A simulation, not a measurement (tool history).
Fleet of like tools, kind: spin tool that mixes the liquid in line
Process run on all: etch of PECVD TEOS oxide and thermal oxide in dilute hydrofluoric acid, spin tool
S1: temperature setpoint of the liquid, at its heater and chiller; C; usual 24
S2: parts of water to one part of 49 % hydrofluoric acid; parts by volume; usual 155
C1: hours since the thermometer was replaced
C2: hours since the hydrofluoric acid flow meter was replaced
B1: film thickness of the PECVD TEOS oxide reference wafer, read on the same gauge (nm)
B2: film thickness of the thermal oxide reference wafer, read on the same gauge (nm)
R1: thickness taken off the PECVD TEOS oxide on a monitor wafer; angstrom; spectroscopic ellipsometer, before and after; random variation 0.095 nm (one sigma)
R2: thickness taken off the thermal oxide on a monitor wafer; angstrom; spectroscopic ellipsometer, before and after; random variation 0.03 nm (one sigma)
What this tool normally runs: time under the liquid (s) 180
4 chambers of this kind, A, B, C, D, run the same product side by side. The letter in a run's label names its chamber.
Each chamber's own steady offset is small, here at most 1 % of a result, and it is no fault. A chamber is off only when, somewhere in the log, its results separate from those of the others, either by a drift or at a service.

Run 1C, hour 6.3: usual settings; C1 679.5; C2 1094.9; B1 140; B2 110. Result: R1 136.99 angstrom, R2 50.096 angstrom.
Run 2A, hour 10.8: usual settings; C1 1317.9; C2 82.2; B1 140.01; B2 109.99. Result: R1 136.23 angstrom, R2 50.117 angstrom.
Run 3B, hour 15: usual settings; C1 626.1; C2 719.9; B1 140.01; B2 109.99. Result: R1 132.73 angstrom, R2 49.415 angstrom.
Run 4D, hour 21.8: usual settings; C1 51.3; C2 814.5; B1 140.02; B2 109.99. Result: R1 133.19 angstrom, R2 49.852 angstrom.
Run 5C, hour 25.2: usual settings but S1 26 C, S2 100 parts by volume; C1 698.4; C2 1113.8; B1 140.02; B2 110.01. Result: R1 241.91 angstrom, R2 90.839 angstrom.
Run 6B, hour 31.3: usual settings but S1 26 C, S2 100 parts by volume; C1 642.4; C2 736.2; B1 140.02; B2 109.99. Result: R1 238.34 angstrom, R2 89.633 angstrom.
Run 7A, hour 38: usual settings but S1 26 C, S2 100 parts by volume; C1 1345.1; C2 109.4; B1 139.97; B2 109.98. Result: R1 243 angstrom, R2 91.008 angstrom.
Run 8D, hour 43.4: usual settings but S1 26 C, S2 100 parts by volume; C1 72.9; C2 836.1; B1 140.02; B2 110. Result: R1 240.44 angstrom, R2 89.423 angstrom.
Run 9C, hour 49.9: usual settings; C1 723.1; C2 1138.5; B1 140.03; B2 109.99. Result: R1 134.83 angstrom, R2 49.682 angstrom.
Run 10A, hour 57.2: usual settings; C1 1364.3; C2 128.6; B1 140.04; B2 109.98. Result: R1 134.92 angstrom, R2 49.691 angstrom.
Run 11B, hour 62.6: usual settings; C1 673.7; C2 767.5; B1 140.03; B2 110.01. Result: R1 135.93 angstrom, R2 50.284 angstrom.
Run 12D, hour 67: usual settings; C1 96.5; C2 859.7; B1 140.01; B2 110.01. Result: R1 134.31 angstrom, R2 50.153 angstrom.
Run 13D, hour 73.6: usual settings; C1 103.1; C2 866.3; B1 139.99; B2 109.99. Result: R1 135.53 angstrom, R2 50.121 angstrom.
Run 14A, hour 80.2: usual settings; C1 1387.3; C2 151.6; B1 140.06; B2 110. Result: R1 135.4 angstrom, R2 50.356 angstrom.
Run 15C, hour 84.8: usual settings but time under the liquid (s) 95; C1 758; C2 1173.4; B1 139.97; B2 110. Result: R1 70.496 angstrom, R2 26.624 angstrom.
Run 16B, hour 89.4: usual settings but time under the liquid (s) 95; C1 700.5; C2 794.3; B1 140.01; B2 110. Result: R1 72.309 angstrom, R2 27.395 angstrom.
Run 17A, hour 92.8: usual settings but time under the liquid (s) 95; C1 1399.9; C2 164.2; B1 140.02; B2 110. Result: R1 71.21 angstrom, R2 26.393 angstrom.
Run 18D, hour 98.3: usual settings but time under the liquid (s) 95; C1 127.8; C2 891; B1 140.03; B2 110. Result: R1 71.259 angstrom, R2 26.44 angstrom.
Run 19B, hour 101.6: usual settings but time under the liquid (s) 75; C1 712.7; C2 806.5; B1 140.02; B2 110. Result: R1 57.647 angstrom, R2 21.689 angstrom.
Run 20C, hour 108.9: usual settings but time under the liquid (s) 75; C1 782.1; C2 1197.5; B1 140; B2 110.01. Result: R1 55.96 angstrom, R2 20.963 angstrom.
Run 21A, hour 112.2: usual settings but time under the liquid (s) 75; C1 1419.3; C2 183.6; B1 140.02; B2 109.99. Result: R1 55.46 angstrom, R2 20.825 angstrom.
Run 22C, hour 115.9: usual settings but time under the liquid (s) 75; C1 789.1; C2 1204.5; B1 140.01; B2 110. Result: R1 56.209 angstrom, R2 20.712 angstrom.
Run 23B, hour 122.9: usual settings; C1 734; C2 827.8; B1 139.99; B2 109.98. Result: R1 142.63 angstrom, R2 53.232 angstrom.
Run 24D, hour 126.3: usual settings; C1 155.8; C2 919; B1 140.05; B2 110. Result: R1 133.65 angstrom, R2 49.808 angstrom.
Run 25C, hour 132: usual settings but S1 20 C, S2 85 parts by volume; C1 805.2; C2 1220.6; B1 140.01; B2 110. Result: R1 228.06 angstrom, R2 85.019 angstrom.
Run 26D, hour 137.3: usual settings but S1 20 C, S2 85 parts by volume; C1 166.8; C2 930; B1 140.03; B2 109.99. Result: R1 228.41 angstrom, R2 83.029 angstrom.
Run 27A, hour 143.8: usual settings but S1 20 C, S2 85 parts by volume; C1 1450.9; C2 215.2; B1 139.99; B2 109.98. Result: R1 227.59 angstrom, R2 84.642 angstrom.
Run 28B, hour 150.2: usual settings but S1 20 C, S2 85 parts by volume; C1 761.3; C2 855.1; B1 140.04; B2 109.99. Result: R1 246.34 angstrom, R2 90.872 angstrom.

All chambers now run identical settings, listed one chamber a line with results as question marks. What results will each chamber show?
Run 29A, hour 155.7: usual settings but S2 100 parts by volume. Result: R1 ?, R2 ?.
Run 29B, hour 155.7: usual settings but S2 100 parts by volume. Result: R1 ?, R2 ?.
Run 29C, hour 155.7: usual settings but S2 100 parts by volume. Result: R1 ?, R2 ?.
Run 29D, hour 155.7: usual settings but S2 100 parts by volume. Result: R1 ?, R2 ?.

run      R1      R2
29A  222.57   82.76
29B  239.51  90.567
29C  224.14  83.807
29D  225.67   82.85

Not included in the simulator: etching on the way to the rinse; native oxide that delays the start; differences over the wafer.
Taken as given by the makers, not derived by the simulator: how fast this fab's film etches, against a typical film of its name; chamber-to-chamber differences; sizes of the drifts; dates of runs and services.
